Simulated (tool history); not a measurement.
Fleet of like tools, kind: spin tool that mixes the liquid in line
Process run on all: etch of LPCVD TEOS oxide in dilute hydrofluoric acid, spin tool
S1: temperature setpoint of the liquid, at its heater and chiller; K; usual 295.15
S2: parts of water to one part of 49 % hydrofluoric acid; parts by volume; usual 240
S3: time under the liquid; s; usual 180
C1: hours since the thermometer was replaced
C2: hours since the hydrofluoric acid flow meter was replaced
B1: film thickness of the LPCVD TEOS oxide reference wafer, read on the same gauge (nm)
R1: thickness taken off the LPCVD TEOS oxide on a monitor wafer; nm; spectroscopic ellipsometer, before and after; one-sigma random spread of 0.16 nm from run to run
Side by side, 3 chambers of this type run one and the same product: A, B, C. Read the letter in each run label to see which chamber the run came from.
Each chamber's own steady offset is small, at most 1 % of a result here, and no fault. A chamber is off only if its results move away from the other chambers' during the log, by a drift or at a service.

{"run": "1B", "hour": 6.4, "S1": 295.15, "S2": 240, "S3": 180, "C1": 890.4, "C2": 123.9, "B1": 49.988, "R1": 20.105}
{"run": "2A", "hour": 15.6, "S1": 295.15, "S2": 240, "S3": 180, "C1": 434.3, "C2": 1163.9, "B1": 50.019, "R1": 19.931}
{"run": "3C", "hour": 24.4, "S1": 295.15, "S2": 240, "S3": 180, "C1": 1140.0, "C2": 1230.7, "B1": 50.021, "R1": 20.041}
{"run": "4A", "hour": 30.8, "S1": 295.15, "S2": 240, "S3": 180, "C1": 449.5, "C2": 1179.1, "B1": 49.986, "R1": 20.019}
{"run": "5B", "hour": 39.1, "S1": 295.15, "S2": 240, "S3": 180, "C1": 923.1, "C2": 156.6, "B1": 50.009, "R1": 19.609}
{"run": "6C", "hour": 46.9, "S1": 295.15, "S2": 240, "S3": 180, "C1": 1162.5, "C2": 1253.2, "B1": 50.012, "R1": 19.918}
{"run": "7B", "hour": 55.7, "S1": 295.15, "S2": 240, "S3": 180, "C1": 939.7, "C2": 173.2, "B1": 49.992, "R1": 19.626}
{"run": "8A", "hour": 65.8, "S1": 295.15, "S2": 240, "S3": 180, "C1": 484.5, "C2": 1214.1, "B1": 49.997, "R1": 19.842}
{"run": "9C", "hour": 75.6, "S1": 295.15, "S2": 240, "S3": 180, "C1": 1191.2, "C2": 1281.9, "B1": 49.988, "R1": 19.845}
{"run": "10C", "hour": 84.0, "S1": 295.15, "S2": 240, "S3": 180, "C1": 1199.6, "C2": 1290.3, "B1": 49.985, "R1": 19.759}
{"run": "11A", "hour": 91.4, "S1": 295.15, "S2": 240, "S3": 180, "C1": 510.1, "C2": 1239.7, "B1": 50.001, "R1": 20.028}
{"run": "12B", "hour": 98.3, "S1": 295.15, "S2": 240, "S3": 180, "C1": 982.3, "C2": 215.8, "B1": 50.025, "R1": 20.083}
{"hour": 102.3, "done": "chamber A: thermometer replaced"}
{"run": "13B", "hour": 103.9, "S1": 295.15, "S2": 240, "S3": 180, "C1": 987.9, "C2": 221.4, "B1": 50.014, "R1": 19.946}
{"run": "14C", "hour": 114.0, "S1": 295.15, "S2": 240, "S3": 180, "C1": 1229.6, "C2": 1320.3, "B1": 49.987, "R1": 19.634}
{"run": "15A", "hour": 121.3, "S1": 295.15, "S2": 240, "S3": 180, "C1": 19.1, "C2": 1269.6, "B1": 50.016, "R1": 19.962}
{"run": "16A", "hour": 126.5, "S1": 295.15, "S2": 240, "S3": 180, "C1": 24.3, "C2": 1274.8, "B1": 49.995, "R1": 19.871}
{"run": "17C", "hour": 133.9, "S1": 295.15, "S2": 240, "S3": 180, "C1": 1249.5, "C2": 1340.2, "B1": 49.993, "R1": 19.878}
{"run": "18B", "hour": 144.1, "S1": 295.15, "S2": 240, "S3": 180, "C1": 1028.1, "C2": 261.6, "B1": 50.002, "R1": 19.826}
{"run": "19A", "hour": 155.4, "S1": 295.15, "S2": 240, "S3": 180, "C1": 53.2, "C2": 1303.7, "B1": 50.009, "R1": 19.728}
{"run": "20C", "hour": 166.4, "S1": 295.15, "S2": 240, "S3": 180, "C1": 1282.0, "C2": 1372.7, "B1": 49.997, "R1": 19.869}
{"run": "21B", "hour": 175.8, "S1": 296.65, "S2": 240, "S3": 235, "C1": 1059.8, "C2": 293.3, "B1": 49.984, "R1": 27.944}
{"run": "22A", "hour": 181.4, "S1": 296.65, "S2": 240, "S3": 235, "C1": 79.2, "C2": 1329.7, "B1": 49.976, "R1": 27.748}
{"run": "23C", "hour": 189.9, "S1": 296.65, "S2": 240, "S3": 235, "C1": 1305.5, "C2": 1396.2, "B1": 49.985, "R1": 27.787}
{"run": "24B", "hour": 201.7, "S1": 295.15, "S2": 240, "S3": 180, "C1": 1085.7, "C2": 319.2, "B1": 49.988, "R1": 20.172}
{"run": "25A", "hour": 208.5, "S1": 295.15, "S2": 240, "S3": 180, "C1": 106.3, "C2": 1356.8, "B1": 50.001, "R1": 19.873}
{"run": "26C", "hour": 217.9, "S1": 295.15, "S2": 240, "S3": 180, "C1": 1333.5, "C2": 1424.2, "B1": 50.005, "R1": 20.076}
{"run": "27B", "hour": 223.3, "S1": 295.15, "S2": 240, "S3": 180, "C1": 1107.3, "C2": 340.8, "B1": 49.991, "R1": 19.827}
{"run": "28B", "hour": 231.2, "S1": 295.15, "S2": 240, "S3": 180, "C1": 1115.2, "C2": 348.7, "B1": 49.997, "R1": 20.142}
{"run": "29C", "hour": 236.4, "S1": 295.15, "S2": 240, "S3": 180, "C1": 1352.0, "C2": 1442.7, "B1": 50.006, "R1": 20.351}
{"run": "30A", "hour": 245.2, "S1": 295.15, "S2": 240, "S3": 180, "C1": 143.0, "C2": 1393.5, "B1": 50.002, "R1": 19.872}
{"run": "31A", "hour": 252.0, "S1": 295.15, "S2": 240, "S3": 180, "C1": 149.8, "C2": 1400.3, "B1": 50.006, "R1": 19.961}
{"run": "32B", "hour": 258.5, "S1": 295.15, "S2": 240, "S3": 180, "C1": 1142.5, "C2": 376.0, "B1": 49.991, "R1": 19.799}
{"run": "33C", "hour": 270.0, "S1": 295.15, "S2": 240, "S3": 180, "C1": 1385.6, "C2": 1476.3, "B1": 50.005, "R1": 20.157}
{"run": "34B", "hour": 279.1, "S1": 295.15, "S2": 240, "S3": 180, "C1": 1163.1, "C2": 396.6, "B1": 49.996, "R1": 19.949}
{"run": "35C", "hour": 288.6, "S1": 295.15, "S2": 240, "S3": 180, "C1": 1404.2, "C2": 1494.9, "B1": 50.021, "R1": 20.726}
{"run": "36A", "hour": 299.0, "S1": 295.15, "S2": 240, "S3": 180, "C1": 196.8, "C2": 1447.3, "B1": 50.004, "R1": 20.028}
{"run": "37B", "hour": 308.1, "S1": 295.15, "S2": 240, "S3": 180, "C1": 1192.1, "C2": 425.6, "B1": 49.979, "R1": 19.911}
{"run": "38A", "hour": 319.8, "S1": 295.15, "S2": 240, "S3": 180, "C1": 217.6, "C2": 1468.1, "B1": 50.0, "R1": 20.121}
{"run": "39C", "hour": 329.1, "S1": 295.15, "S2": 240, "S3": 180, "C1": 1444.7, "C2": 1535.4, "B1": 50.018, "R1": 20.741}
{"run": "40C", "hour": 339.1, "S1": 295.15, "S2": 240, "S3": 180, "C1": 1454.7, "C2": 1545.4, "B1": 50.009, "R1": 20.818}
{"run": "41A", "hour": 348.0, "S1": 295.15, "S2": 240, "S3": 180, "C1": 245.8, "C2": 1496.3, "B1": 50.004, "R1": 20.012}
{"run": "42B", "hour": 353.7, "S1": 295.15, "S2": 240, "S3": 180, "C1": 1237.7, "C2": 471.2, "B1": 49.989, "R1": 19.961}

All chambers now run identical settings, listed one chamber a line with results as question marks. What results will each chamber show?
{"run": "43A", "hour": 362.2, "S1": 295.15, "S2": 280, "S3": 180, "R1": "?"}
{"run": "43B", "hour": 362.2, "S1": 295.15, "S2": 280, "S3": 180, "R1": "?"}
{"run": "43C", "hour": 362.2, "S1": 295.15, "S2": 280, "S3": 180, "R1": "?"}

run=43A R1=16.498
run=43B R1=16.592
run=43C R1=17.377
